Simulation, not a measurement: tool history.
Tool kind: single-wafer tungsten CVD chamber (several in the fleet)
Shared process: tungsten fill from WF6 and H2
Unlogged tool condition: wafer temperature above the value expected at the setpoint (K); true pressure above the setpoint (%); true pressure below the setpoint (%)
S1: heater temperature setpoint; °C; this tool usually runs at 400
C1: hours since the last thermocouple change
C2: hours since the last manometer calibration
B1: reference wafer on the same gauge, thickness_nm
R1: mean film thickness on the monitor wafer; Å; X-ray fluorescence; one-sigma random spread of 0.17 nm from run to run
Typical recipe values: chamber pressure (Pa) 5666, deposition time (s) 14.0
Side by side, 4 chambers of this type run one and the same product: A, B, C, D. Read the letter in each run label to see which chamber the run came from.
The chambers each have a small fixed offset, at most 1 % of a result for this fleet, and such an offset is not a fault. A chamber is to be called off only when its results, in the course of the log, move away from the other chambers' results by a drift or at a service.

{"run": "1B", "hour": 14.3, "S1": 400, "chamber pressure (Pa)": 5666, "deposition time (s)": 14.0, "C1": 752.1, "C2": 364.0, "B1": 46.688, "R1": 473.65}
{"run": "2A", "hour": 25.3, "S1": 400, "chamber pressure (Pa)": 5666, "deposition time (s)": 14.0, "C1": 761.7, "C2": 244.2, "B1": 46.668, "R1": 478.61}
{"hour": 32.1, "done": "chamber C: capacitance manometer re-zeroed and calibrated"}
{"run": "3D", "hour": 36.4, "S1": 400, "chamber pressure (Pa)": 5666, "deposition time (s)": 14.0, "C1": 212.0, "C2": 196.7, "B1": 46.655, "R1": 476.38}
{"run": "4C", "hour": 49.5, "S1": 400, "chamber pressure (Pa)": 5666, "deposition time (s)": 14.0, "C1": 737.4, "C2": 17.4, "B1": 46.682, "R1": 477.25}
{"run": "5A", "hour": 63.8, "S1": 400, "chamber pressure (Pa)": 5666, "deposition time (s)": 14.0, "C1": 800.2, "C2": 282.7, "B1": 46.727, "R1": 480.17}
{"run": "6B", "hour": 78.3, "S1": 400, "chamber pressure (Pa)": 5666, "deposition time (s)": 14.0, "C1": 816.1, "C2": 428.0, "B1": 46.68, "R1": 471.77}
{"run": "7C", "hour": 94.5, "S1": 400, "chamber pressure (Pa)": 5666, "deposition time (s)": 14.0, "C1": 782.4, "C2": 62.4, "B1": 46.724, "R1": 478.85}
{"run": "8D", "hour": 109.3, "S1": 400, "chamber pressure (Pa)": 5666, "deposition time (s)": 14.0, "C1": 284.9, "C2": 269.6, "B1": 46.683, "R1": 476.82}
{"run": "9D", "hour": 121.9, "S1": 400, "chamber pressure (Pa)": 5666, "deposition time (s)": 14.0, "C1": 297.5, "C2": 282.2, "B1": 46.691, "R1": 475.18}
{"run": "10B", "hour": 135.3, "S1": 400, "chamber pressure (Pa)": 5666, "deposition time (s)": 14.0, "C1": 873.1, "C2": 485.0, "B1": 46.686, "R1": 474.05}
{"run": "11C", "hour": 147.9, "S1": 400, "chamber pressure (Pa)": 5160, "deposition time (s)": 15.7, "C1": 835.8, "C2": 115.8, "B1": 46.757, "R1": 510.73}
{"run": "12A", "hour": 161.0, "S1": 400, "chamber pressure (Pa)": 5160, "deposition time (s)": 15.7, "C1": 897.4, "C2": 379.9, "B1": 46.658, "R1": 518.2}
{"run": "13D", "hour": 168.5, "S1": 400, "chamber pressure (Pa)": 5160, "deposition time (s)": 15.7, "C1": 344.1, "C2": 328.8, "B1": 46.696, "R1": 512.68}
{"run": "14C", "hour": 180.1, "S1": 400, "chamber pressure (Pa)": 5160, "deposition time (s)": 15.7, "C1": 868.0, "C2": 148.0, "B1": 46.722, "R1": 512.5}
{"run": "15B", "hour": 194.1, "S1": 400, "chamber pressure (Pa)": 5666, "deposition time (s)": 14.0, "C1": 931.9, "C2": 543.8, "B1": 46.711, "R1": 472.59}
{"run": "16A", "hour": 203.8, "S1": 400, "chamber pressure (Pa)": 5666, "deposition time (s)": 14.0, "C1": 940.2, "C2": 422.7, "B1": 46.67, "R1": 487.33}
{"run": "17D", "hour": 216.4, "S1": 400, "chamber pressure (Pa)": 5666, "deposition time (s)": 14.0, "C1": 392.0, "C2": 376.7, "B1": 46.721, "R1": 476.95}
{"run": "18B", "hour": 232.1, "S1": 400, "chamber pressure (Pa)": 7053, "deposition time (s)": 13.1, "C1": 969.9, "C2": 581.8, "B1": 46.685, "R1": 489.59}
{"run": "19C", "hour": 241.5, "S1": 400, "chamber pressure (Pa)": 7053, "deposition time (s)": 13.1, "C1": 929.4, "C2": 209.4, "B1": 46.696, "R1": 496.08}
{"run": "20A", "hour": 254.2, "S1": 400, "chamber pressure (Pa)": 7053, "deposition time (s)": 13.1, "C1": 990.6, "C2": 473.1, "B1": 46.712, "R1": 507.05}
{"run": "21D", "hour": 263.5, "S1": 400, "chamber pressure (Pa)": 7053, "deposition time (s)": 13.1, "C1": 439.1, "C2": 423.8, "B1": 46.733, "R1": 497.47}
{"run": "22A", "hour": 272.2, "S1": 400, "chamber pressure (Pa)": 5666, "deposition time (s)": 14.0, "C1": 1008.6, "C2": 491.1, "B1": 46.699, "R1": 489.34}
{"run": "23C", "hour": 279.5, "S1": 400, "chamber pressure (Pa)": 5666, "deposition time (s)": 14.0, "C1": 967.4, "C2": 247.4, "B1": 46.67, "R1": 474.65}
{"run": "24B", "hour": 295.8, "S1": 400, "chamber pressure (Pa)": 5666, "deposition time (s)": 14.0, "C1": 1033.6, "C2": 645.5, "B1": 46.728, "R1": 472.41}
{"run": "25A", "hour": 303.1, "S1": 407, "chamber pressure (Pa)": 4826, "deposition time (s)": 14.0, "C1": 1039.5, "C2": 522.0, "B1": 46.683, "R1": 517.31}

One chamber off, gauge drift, or nothing amiss beyond the chambers' own small offsets? If it is a chamber, which one, and what is the likeliest cause?

Chamber A drifts away from the others.
What lies behind it: wafer temperature above the value expected at the setpoint (K) = 1.63.
The log might look much the same if the cause were instead: true pressure above the setpoint (%).

Chamber A could run next with any of the 4 candidate recipes listed below; each alters the usual settings, and their results appear as question marks. Which one brings its results back in line with what the other chambers deliver on the usual settings?
In line means no further than this from the other chambers' mean on the usual settings: R1 6.10 Å
{"run": "26A-1", "hour": 314.9, "S1": 398, "chamber pressure (Pa)": 5666, "deposition time (s)": 13.7, "R1": "?"}
{"run": "26A-2", "hour": 314.9, "S1": 402, "chamber pressure (Pa)": 5746, "deposition time (s)": 14.3, "R1": "?"}
{"run": "26A-3", "hour": 314.9, "S1": 400, "chamber pressure (Pa)": 5560, "deposition time (s)": 13.6, "R1": "?"}
{"run": "26A-4", "hour": 314.9, "S1": 402, "chamber pressure (Pa)": 5733, "deposition time (s)": 14.0, "R1": "?"}

Usual-settings mean across the other chambers: R1 475.85 Å
run=26A-1 R1=465.28
run=26A-2 R1=525.09
run=26A-3 R1=474.56
run=26A-4 R1=513.47
It is 26A-3 that realigns the chamber with its peers.

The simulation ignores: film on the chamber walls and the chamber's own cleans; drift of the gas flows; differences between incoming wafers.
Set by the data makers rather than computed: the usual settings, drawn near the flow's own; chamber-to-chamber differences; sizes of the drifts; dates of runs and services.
